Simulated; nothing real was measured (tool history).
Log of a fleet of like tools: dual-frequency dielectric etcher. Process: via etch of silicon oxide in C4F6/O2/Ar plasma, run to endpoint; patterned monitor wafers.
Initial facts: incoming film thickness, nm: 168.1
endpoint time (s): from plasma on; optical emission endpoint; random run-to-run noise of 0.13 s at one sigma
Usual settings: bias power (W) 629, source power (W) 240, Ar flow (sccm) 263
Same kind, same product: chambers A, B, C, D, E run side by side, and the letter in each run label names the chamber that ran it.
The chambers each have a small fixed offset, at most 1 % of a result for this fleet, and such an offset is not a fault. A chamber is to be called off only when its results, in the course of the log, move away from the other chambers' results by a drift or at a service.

run 1D hour=6.9 | bias_power_(W)=629 source_power_(W)=240 Ar_flow_(sccm)=263 | endpoint_time_(s)=40.206
run 2A hour=11.7 | bias_power_(W)=629 source_power_(W)=240 Ar_flow_(sccm)=263 | endpoint_time_(s)=40.181
run 3E hour=16.4 | bias_power_(W)=629 source_power_(W)=240 Ar_flow_(sccm)=263 | endpoint_time_(s)=40.757
run 4B hour=21.2 | bias_power_(W)=629 source_power_(W)=240 Ar_flow_(sccm)=263 | endpoint_time_(s)=40.493
run 5C hour=29.4 | bias_power_(W)=629 source_power_(W)=240 Ar_flow_(sccm)=263 | endpoint_time_(s)=40.005
run 6D hour=37 | bias_power_(W)=522 source_power_(W)=240 Ar_flow_(sccm)=263 | endpoint_time_(s)=43.198
run 7B hour=42.3 | bias_power_(W)=522 source_power_(W)=240 Ar_flow_(sccm)=263 | endpoint_time_(s)=43.325
run 8C hour=49.4 | bias_power_(W)=522 source_power_(W)=240 Ar_flow_(sccm)=263 | endpoint_time_(s)=43.249
run 9E hour=56.1 | bias_power_(W)=522 source_power_(W)=240 Ar_flow_(sccm)=263 | endpoint_time_(s)=43.611
run 10A hour=62.7 | bias_power_(W)=522 source_power_(W)=240 Ar_flow_(sccm)=263 | endpoint_time_(s)=43.275
run 11B hour=71.4 | bias_power_(W)=629 source_power_(W)=240 Ar_flow_(sccm)=263 | endpoint_time_(s)=40.528
run 12C hour=77.5 | bias_power_(W)=629 source_power_(W)=240 Ar_flow_(sccm)=263 | endpoint_time_(s)=40.094
run 13A hour=86.7 | bias_power_(W)=629 source_power_(W)=240 Ar_flow_(sccm)=263 | endpoint_time_(s)=40.284
-- hour=91.2 chamber B: source power generator calibrated
run 14E hour=93.9 | bias_power_(W)=629 source_power_(W)=240 Ar_flow_(sccm)=263 | endpoint_time_(s)=40.295
run 15D hour=99 | bias_power_(W)=629 source_power_(W)=240 Ar_flow_(sccm)=263 | endpoint_time_(s)=40.123
run 16C hour=105.6 | bias_power_(W)=629 source_power_(W)=240 Ar_flow_(sccm)=263 | endpoint_time_(s)=39.921
-- hour=109.9 chamber E: source power generator calibrated
run 17E hour=110.6 | bias_power_(W)=629 source_power_(W)=240 Ar_flow_(sccm)=263 | endpoint_time_(s)=40.33
run 18A hour=114.9 | bias_power_(W)=629 source_power_(W)=240 Ar_flow_(sccm)=263 | endpoint_time_(s)=40.241
run 19D hour=120.9 | bias_power_(W)=629 source_power_(W)=240 Ar_flow_(sccm)=263 | endpoint_time_(s)=40.153
run 20B hour=128.6 | bias_power_(W)=629 source_power_(W)=240 Ar_flow_(sccm)=263 | endpoint_time_(s)=40.568
-- hour=130.3 chamber E: wet clean of the chamber
run 21A hour=137.8 | bias_power_(W)=629 source_power_(W)=240 Ar_flow_(sccm)=263 | endpoint_time_(s)=40.063
-- hour=143 chamber A: Ar flow controller replaced
run 22E hour=145.1 | bias_power_(W)=629 source_power_(W)=240 Ar_flow_(sccm)=263 | endpoint_time_(s)=41.105
run 23C hour=152.9 | bias_power_(W)=629 source_power_(W)=240 Ar_flow_(sccm)=263 | endpoint_time_(s)=40.072
run 24B hour=160.7 | bias_power_(W)=629 source_power_(W)=240 Ar_flow_(sccm)=263 | endpoint_time_(s)=40.621
run 25D hour=166 | bias_power_(W)=629 source_power_(W)=240 Ar_flow_(sccm)=263 | endpoint_time_(s)=40.077
run 26C hour=175.3 | bias_power_(W)=629 source_power_(W)=240 Ar_flow_(sccm)=263 | endpoint_time_(s)=40.026
run 27A hour=182.3 | bias_power_(W)=629 source_power_(W)=240 Ar_flow_(sccm)=263 | endpoint_time_(s)=40.321
run 28B hour=188.6 | bias_power_(W)=629 source_power_(W)=240 Ar_flow_(sccm)=263 | endpoint_time_(s)=40.441
run 29D hour=196.3 | bias_power_(W)=629 source_power_(W)=240 Ar_flow_(sccm)=263 | endpoint_time_(s)=40.265
run 30E hour=201.9 | bias_power_(W)=629 source_power_(W)=240 Ar_flow_(sccm)=307 | endpoint_time_(s)=42.069
run 31C hour=208.4 | bias_power_(W)=629 source_power_(W)=240 Ar_flow_(sccm)=307 | endpoint_time_(s)=40.663
run 32A hour=213.4 | bias_power_(W)=629 source_power_(W)=240 Ar_flow_(sccm)=307 | endpoint_time_(s)=40.983
run 33B hour=217.6 | bias_power_(W)=629 source_power_(W)=240 Ar_flow_(sccm)=307 | endpoint_time_(s)=41.114
run 34D hour=225 | bias_power_(W)=629 source_power_(W)=240 Ar_flow_(sccm)=307 | endpoint_time_(s)=40.751
run 35E hour=233.6 | bias_power_(W)=629 source_power_(W)=240 Ar_flow_(sccm)=263 | endpoint_time_(s)=41.413
run 36C hour=242.4 | bias_power_(W)=629 source_power_(W)=240 Ar_flow_(sccm)=263 | endpoint_time_(s)=40.228
run 37B hour=247.4 | bias_power_(W)=629 source_power_(W)=240 Ar_flow_(sccm)=263 | endpoint_time_(s)=40.394

Which is it: a chamber that has drifted or been left off by a service, a gauge drift common to all chambers, or only each chamber's usual small offset? If a chamber is off, name it and its likeliest cause.

After it was serviced, chamber E no longer matches the other chambers.
What lies behind it: etch rate under this chamber's usual, % = 2.19.

Chamber E could run next with any of the 4 candidate recipes listed below; each alters the usual settings, and their results appear as question marks. Which one brings its results back in line with what the other chambers deliver on the usual settings?
To be in line, a result may differ from the other chambers' mean on the usual settings by at most: endpoint time (s) 0.45
run 38E-1 hour=254.1 | bias_power_(W)=591 source_power_(W)=230 Ar_flow_(sccm)=267 | endpoint_time_(s)=?
run 38E-2 hour=254.1 | bias_power_(W)=608 source_power_(W)=230 Ar_flow_(sccm)=266 | endpoint_time_(s)=?
run 38E-3 hour=254.1 | bias_power_(W)=650 source_power_(W)=250 Ar_flow_(sccm)=260 | endpoint_time_(s)=?
run 38E-4 hour=254.1 | bias_power_(W)=672 source_power_(W)=250 Ar_flow_(sccm)=258 | endpoint_time_(s)=?

Mean of the other chambers on the usual settings: endpoint time (s) 40.247
run=38E-1 endpoint_time_(s)=43.026
run=38E-2 endpoint_time_(s)=42.527
run=38E-3 endpoint_time_(s)=40.081
run=38E-4 endpoint_time_(s)=39.517
38E-3 puts the chamber back in line with the other chambers.
